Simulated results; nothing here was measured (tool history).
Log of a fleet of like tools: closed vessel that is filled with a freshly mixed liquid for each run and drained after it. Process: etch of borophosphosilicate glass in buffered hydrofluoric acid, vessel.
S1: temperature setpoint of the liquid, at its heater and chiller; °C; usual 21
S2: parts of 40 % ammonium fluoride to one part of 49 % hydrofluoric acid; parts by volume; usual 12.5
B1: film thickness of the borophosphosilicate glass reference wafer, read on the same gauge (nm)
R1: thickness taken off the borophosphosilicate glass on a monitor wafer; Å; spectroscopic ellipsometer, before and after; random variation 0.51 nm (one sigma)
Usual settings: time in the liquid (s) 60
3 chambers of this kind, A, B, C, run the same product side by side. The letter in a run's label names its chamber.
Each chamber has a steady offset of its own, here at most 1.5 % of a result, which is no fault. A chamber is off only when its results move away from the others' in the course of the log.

{"run": "1C", "day": 0.408, "S1": 21, "S2": 12.5, "time in the liquid (s)": 60, "B1": 100.01, "R1": 681.07}
{"run": "2B", "day": 0.592, "S1": 21, "S2": 12.5, "time in the liquid (s)": 60, "B1": 99.982, "R1": 693.99}
{"run": "3A", "day": 1.012, "S1": 21, "S2": 12.5, "time in the liquid (s)": 60, "B1": 100.02, "R1": 686.52}
{"run": "4A", "day": 1.392, "S1": 21, "S2": 12.5, "time in the liquid (s)": 60, "B1": 99.994, "R1": 697.89}
{"run": "5C", "day": 1.6, "S1": 21, "S2": 12.5, "time in the liquid (s)": 60, "B1": 100.05, "R1": 675.8}
{"run": "6B", "day": 1.829, "S1": 21, "S2": 12.5, "time in the liquid (s)": 60, "B1": 99.979, "R1": 691.76}
{"run": "7A", "day": 2.083, "S1": 21, "S2": 12.5, "time in the liquid (s)": 60, "B1": 100, "R1": 700.47}
{"run": "8C", "day": 2.358, "S1": 21, "S2": 15.5, "time in the liquid (s)": 30, "B1": 99.972, "R1": 277.29}
{"run": "9B", "day": 2.571, "S1": 21, "S2": 15.5, "time in the liquid (s)": 30, "B1": 99.998, "R1": 279.31}
{"run": "10A", "day": 3.0, "S1": 21, "S2": 15.5, "time in the liquid (s)": 30, "B1": 99.955, "R1": 277.32}
{"run": "11B", "day": 3.392, "S1": 21, "S2": 12.5, "time in the liquid (s)": 60, "B1": 100, "R1": 694.63}
{"run": "12C", "day": 3.783, "S1": 21, "S2": 12.5, "time in the liquid (s)": 60, "B1": 99.967, "R1": 677.96}
{"run": "13A", "day": 4.175, "S1": 21, "S2": 12.5, "time in the liquid (s)": 60, "B1": 99.99, "R1": 678.01}
{"run": "14C", "day": 4.575, "S1": 21, "S2": 12.5, "time in the liquid (s)": 60, "B1": 99.952, "R1": 678.76}
{"run": "15B", "day": 4.904, "S1": 21, "S2": 12.5, "time in the liquid (s)": 60, "B1": 99.957, "R1": 686.74}
{"run": "16C", "day": 5.204, "S1": 21, "S2": 12.5, "time in the liquid (s)": 60, "B1": 99.95, "R1": 680.01}
{"run": "17A", "day": 5.5, "S1": 21, "S2": 12.5, "time in the liquid (s)": 60, "B1": 99.977, "R1": 649.69}
{"run": "18B", "day": 5.858, "S1": 21, "S2": 12.5, "time in the liquid (s)": 60, "B1": 99.965, "R1": 699.94}
{"run": "19B", "day": 6.279, "S1": 21, "S2": 12.5, "time in the liquid (s)": 60, "B1": 99.99, "R1": 698.34}
{"run": "20A", "day": 6.583, "S1": 21, "S2": 12.5, "time in the liquid (s)": 60, "B1": 100.04, "R1": 632.87}
{"run": "21C", "day": 6.983, "S1": 21, "S2": 12.5, "time in the liquid (s)": 60, "B1": 99.956, "R1": 671.09}

All 3 chambers run these settings next. Forecast each chamber's results:
{"run": "22A", "day": 7.292, "S1": 21, "S2": 17, "time in the liquid (s)": 60, "R1": "?"}
{"run": "22B", "day": 7.292, "S1": 21, "S2": 17, "time in the liquid (s)": 60, "R1": "?"}
{"run": "22C", "day": 7.292, "S1": 21, "S2": 17, "time in the liquid (s)": 60, "R1": "?"}

run=22A R1=455.45
run=22B R1=507.16
run=22C R1=503.13
